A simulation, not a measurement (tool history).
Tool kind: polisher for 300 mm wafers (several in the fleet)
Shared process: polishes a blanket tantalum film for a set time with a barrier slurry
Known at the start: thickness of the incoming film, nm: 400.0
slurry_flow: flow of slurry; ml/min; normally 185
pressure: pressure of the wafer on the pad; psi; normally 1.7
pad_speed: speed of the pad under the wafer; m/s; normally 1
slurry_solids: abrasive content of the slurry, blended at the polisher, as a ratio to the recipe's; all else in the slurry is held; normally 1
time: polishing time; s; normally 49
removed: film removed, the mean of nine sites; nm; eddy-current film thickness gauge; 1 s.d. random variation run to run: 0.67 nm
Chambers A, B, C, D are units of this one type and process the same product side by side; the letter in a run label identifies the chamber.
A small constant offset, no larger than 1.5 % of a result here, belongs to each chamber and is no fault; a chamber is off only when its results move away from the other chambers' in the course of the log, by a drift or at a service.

run,day,slurry_flow,pressure,pad_speed,slurry_solids,time,removed
1A,0.196,185,1.7,1,1,49,63.362
2C,0.392,185,1.7,1,1,49,65.160
3D,0.612,185,1.7,1,1,49,62.514
# day 0.617: chamber D: worn pad replaced by a new one
4B,0.858,185,1.7,1,1,49,62.939
5D,0.983,185,1.7,1,1,49,63.112
6C,1.129,185,1.7,1,1,49,65.612
# day 1.133: chamber C: head pressure recalibrated
# day 1.162: chamber C: slurry blender recalibrated
7A,1.242,185,1.7,1,1,49,63.615
8B,1.354,185,1.7,1,1,49,64.045
9D,1.529,185,1.7,1,1,49,63.365
10B,1.758,185,1.7,1,1,49,64.398
11C,1.962,185,1.7,1,1,49,65.469
# day 2.008: chamber C: worn pad replaced by a new one
12A,2.092,185,1.7,1,1,49,65.074
13A,2.321,185,1.7,1,1,49,64.092
# day 2.475: chamber D: head pressure recalibrated
14C,2.554,185,1.7,1,1,49,63.927
# day 2.588: chamber B: worn pad replaced by a new one
15D,2.729,185,1.7,1,1,49,71.675
16B,2.950,185,1.7,1,1,49,63.176
17B,3.167,185,1.7,1,1,49,63.631
18D,3.367,185,1.7,1,1,49,71.863
19C,3.575,185,1.7,1,1,49,64.311
20A,3.825,185,1.3,1,1,35,34.743
21C,4.025,185,1.3,1,1,35,35.276
22B,4.179,185,1.3,1,1,35,35.217
23A,4.325,185,1.3,1,1,35,35.113
24D,4.562,185,1.7,1,1,49,70.239
# day 4.667: chamber A: slurry blender recalibrated
25D,4.804,185,1.7,1,1,49,71.115
26A,5.004,185,2.2,1,1,49,82.766
27C,5.112,185,2.2,1,1,49,83.404
28B,5.288,185,2.2,1,1,49,82.952
29D,5.504,185,2.2,1,1,49,92.516

Is one chamber off against the others, does the gauge drift, or is nothing wrong? If a chamber is off, say which, and what the likeliest cause is.

A service left chamber D off against the others.
Most likely cause: head's pressure above its setpoint, % = 11.9.

Chamber D could run next with any of the 4 candidate recipes listed below; each alters the usual settings, and their results appear as question marks. Which one brings its results back in line with what the other chambers deliver on the usual settings?
In line here means within this much of the mean the other chambers give on the usual settings: removed 2.300 nm
30D-1,5.688,185,1.7,1.00,0.75,49,?
30D-2,5.688,185,1.7,1.04,1.00,49,?
30D-3,5.688,185,1.7,1.00,1.00,54,?
30D-4,5.688,185,1.7,0.98,1.00,48,?

Usual-settings mean across the other chambers: removed 64.225 nm
run,removed
30D-1,64.335
30D-2,73.433
30D-3,77.817
30D-4,67.789
30D-1 brings the chamber back in line.
